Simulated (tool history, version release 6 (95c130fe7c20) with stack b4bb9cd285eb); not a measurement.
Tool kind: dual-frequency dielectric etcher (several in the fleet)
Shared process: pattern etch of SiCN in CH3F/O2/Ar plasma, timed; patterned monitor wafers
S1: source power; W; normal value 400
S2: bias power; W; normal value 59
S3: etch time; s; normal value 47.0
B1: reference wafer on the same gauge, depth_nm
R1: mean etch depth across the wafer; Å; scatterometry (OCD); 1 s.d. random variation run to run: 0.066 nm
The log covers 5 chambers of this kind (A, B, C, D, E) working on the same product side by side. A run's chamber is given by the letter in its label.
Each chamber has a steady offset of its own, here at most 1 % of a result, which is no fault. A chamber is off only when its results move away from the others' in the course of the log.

At hour 3.5: chamber C: bias power generator calibrated.
Run 1A, hour 3.8: usual settings; B1 15.706. Result: R1 166.07 Å.
Run 2C, hour 10.6: usual settings; B1 15.707. Result: R1 164.37 Å.
Run 3D, hour 15.9: usual settings; B1 15.701. Result: R1 164.64 Å.
Run 4E, hour 21.7: usual settings; B1 15.728. Result: R1 164.47 Å.
Run 5B, hour 25.5: usual settings; B1 15.683. Result: R1 163.93 Å.
Run 6D, hour 33.5: usual settings; B1 15.689. Result: R1 166.25 Å.
Run 7A, hour 41.1: usual settings; B1 15.688. Result: R1 165.84 Å.
Run 8C, hour 48.4: usual settings but S1 460 W; B1 15.704. Result: R1 171.94 Å.
Run 9E, hour 53.1: usual settings but S1 460 W; B1 15.697. Result: R1 173.80 Å.
Run 10B, hour 57.1: usual settings but S1 460 W; B1 15.691. Result: R1 172.14 Å.
Run 11B, hour 61.2: usual settings but S1 460 W; B1 15.704. Result: R1 172.74 Å.
Run 12C, hour 66.5: usual settings but S1 460 W; B1 15.690. Result: R1 172.91 Å.
At hour 68.4: chamber C: wet clean of the chamber.
Run 13D, hour 70.9: usual settings; B1 15.714. Result: R1 165.17 Å.
Run 14A, hour 77.5: usual settings; B1 15.705. Result: R1 166.72 Å.
At hour 80.0: chamber D: wet clean of the chamber.
Run 15E, hour 84.3: usual settings; B1 15.694. Result: R1 164.88 Å.
Run 16D, hour 87.9: usual settings; B1 15.686. Result: R1 171.90 Å.
Run 17E, hour 93.7: usual settings; B1 15.699. Result: R1 165.82 Å.
Run 18B, hour 97.8: usual settings; B1 15.696. Result: R1 163.26 Å.
Run 19A, hour 102.4: usual settings; B1 15.689. Result: R1 165.63 Å.
Run 20C, hour 106.3: usual settings; B1 15.698. Result: R1 163.24 Å.
Run 21D, hour 110.2: usual settings; B1 15.710. Result: R1 170.21 Å.
At hour 116.7: chamber A: bias power generator calibrated.
Run 22A, hour 118.1: usual settings; B1 15.714. Result: R1 166.62 Å.
Run 23E, hour 123.6: usual settings; B1 15.679. Result: R1 164.65 Å.
Run 24B, hour 127.4: usual settings; B1 15.701. Result: R1 164.25 Å.
Run 25C, hour 135.3: usual settings; B1 15.686. Result: R1 164.06 Å.
Run 26A, hour 139.8: usual settings; B1 15.707. Result: R1 167.21 Å.
Run 27D, hour 143.3: usual settings but S1 320 W, S3 36.5 s; B1 15.700. Result: R1 121.23 Å.
Run 28B, hour 148.1: usual settings but S1 320 W, S3 36.5 s; B1 15.706. Result: R1 117.46 Å.
At hour 150.9: chamber E: wet clean of the chamber.
Run 29E, hour 154.8: usual settings but S1 320 W, S3 36.5 s; B1 15.704. Result: R1 116.82 Å.
Run 30C, hour 159.8: usual settings but S1 320 W, S3 36.5 s; B1 15.705. Result: R1 116.56 Å.
Run 31C, hour 164.2: usual settings but S1 320 W, S3 36.5 s; B1 15.688. Result: R1 116.80 Å.

Read the log: is a single chamber off, either drifting away or since a service, is the gauge that measures every chamber drifting, or is nothing wrong beyond small per-chamber offsets? Name any odd chamber and what most likely caused it.

A service on chamber D put it out of line with the rest.
Cause: etch rate over this chamber's usual, % = 3.15.

Chamber D could run next with any of the 4 candidate recipes listed below; each alters the usual settings, and their results appear as question marks. Which one brings its results back in line with what the other chambers deliver on the usual settings?
In-line tolerance around the mean of the other chambers on the usual settings: R1 2.30 Å
Run 32D-1, hour 170.0: usual settings but S3 48.5 s. Result: R1 ?.
Run 32D-2, hour 170.0: usual settings but S3 45.5 s. Result: R1 ?.
Run 32D-3, hour 170.0: usual settings but S3 47.5 s. Result: R1 ?.
Run 32D-4, hour 170.0: usual settings but S3 46.5 s. Result: R1 ?.

Other chambers, usual settings, mean: R1 164.69 Å
  run      R1
32D-1  175.86
32D-2  164.98
32D-3  172.24
32D-4  168.61
Change 32D-2 lands the chamber within the allowed miss of the other chambers.
